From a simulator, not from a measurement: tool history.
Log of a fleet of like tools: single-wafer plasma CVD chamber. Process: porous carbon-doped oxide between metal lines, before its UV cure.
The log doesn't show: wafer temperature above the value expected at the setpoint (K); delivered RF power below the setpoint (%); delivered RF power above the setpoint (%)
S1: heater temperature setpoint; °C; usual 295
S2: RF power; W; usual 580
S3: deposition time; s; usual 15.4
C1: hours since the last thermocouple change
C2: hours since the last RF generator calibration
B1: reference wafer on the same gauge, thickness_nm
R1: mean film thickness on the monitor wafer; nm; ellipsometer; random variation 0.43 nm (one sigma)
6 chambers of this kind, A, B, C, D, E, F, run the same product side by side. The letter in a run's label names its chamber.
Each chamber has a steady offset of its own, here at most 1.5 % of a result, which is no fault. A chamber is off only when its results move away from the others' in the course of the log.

run,hour,S1,S2,S3,C1,C2,B1,R1
1C,5.2,295,580,15.4,1584.4,45.1,84.256,97.131
2F,8.4,295,580,15.4,315.7,986.1,84.202,97.614
3A,10.8,295,580,15.4,1115.7,256.1,84.247,95.387
4B,14.6,295,580,15.4,1887.7,824.5,84.157,96.81
5D,18.8,295,580,14,1824.7,1027.5,84.159,89.003
6E,23,295,580,14,296.6,1036.7,84.289,87.991
7C,26.4,295,580,14,1605.6,66.3,84.329,89.166
8F,29.6,295,580,14,336.9,1007.3,84.208,87.604
9B,33.5,295,580,14,1906.6,843.4,84.346,87.856
10D,37.5,295,580,14,1843.4,1046.2,84.241,88.367
11E,42,295,580,15.4,315.6,1055.7,84.09,96.527
12A,44.5,295,580,15.4,1149.4,289.8,84.192,95.789
13B,48,295,580,15.4,1921.1,857.9,84.182,95.589
14F,50.4,295,580,15.4,357.7,1028.1,84.237,97.224
15D,53.6,295,580,15.4,1859.5,1062.3,84.119,97.252
16C,56.5,295,580,15.4,1635.7,96.4,84.31,97.103
17A,61.4,295,520,17.5,1166.3,306.7,84.188,100.11
18E,66.5,295,520,17.5,340.1,1080.2,84.311,102.36
19D,71.9,295,520,17.5,1877.8,1080.6,84.17,102.22
20A,74.7,295,520,17.5,1179.6,320,84.134,100.74
21E,78.9,295,520,17.5,352.5,1092.6,84.18,102.7
22B,82.9,295,520,17.5,1956,892.8,84.11,100.85
23F,88.4,295,580,15.4,395.7,1066.1,84.075,97.738
24C,91.2,295,580,15.4,1670.4,131.1,84.218,97.609
25C,94,295,580,15.4,1673.2,133.9,84.237,96.737
26A,98.7,295,580,15.4,1203.6,344,84.228,95.702
27B,101.1,295,580,15.4,1974.2,911,84.199,95.563
28E,104.9,304,505,15.4,378.5,1118.6,84.141,84.167
29D,109.5,304,505,15.4,1915.4,1118.2,84.209,84.097
30F,113.5,304,505,15.4,420.8,1091.2,84.269,83.815
31C,117.4,304,505,15.4,1696.6,157.3,84.158,84.279
32F,122.6,304,505,15.4,429.9,1100.3,84.214,83.685
33D,125.7,304,505,15.4,1931.6,1134.4,84.17,84.237
34B,130.6,295,580,15.4,2003.7,940.5,84.169,95.076
35E,133,295,580,15.4,406.6,1146.7,84.163,97.379
36A,136.8,295,580,15.4,1241.7,382.1,84.193,95.572
37F,139.4,308,580,18.4,446.7,1117.1,84.292,106.6
38B,142.8,308,580,18.4,2015.9,952.7,84.238,105.21

Next, every chamber runs the same settings. What will each give?
39A,146.7,295,580,15.4,,,,?
39B,146.7,295,580,15.4,,,,?
39C,146.7,295,580,15.4,,,,?
39D,146.7,295,580,15.4,,,,?
39E,146.7,295,580,15.4,,,,?
39F,146.7,295,580,15.4,,,,?

run,R1
39A,95.533
39B,95.569
39C,98.124
39D,97.15
39E,97.579
39F,97.402

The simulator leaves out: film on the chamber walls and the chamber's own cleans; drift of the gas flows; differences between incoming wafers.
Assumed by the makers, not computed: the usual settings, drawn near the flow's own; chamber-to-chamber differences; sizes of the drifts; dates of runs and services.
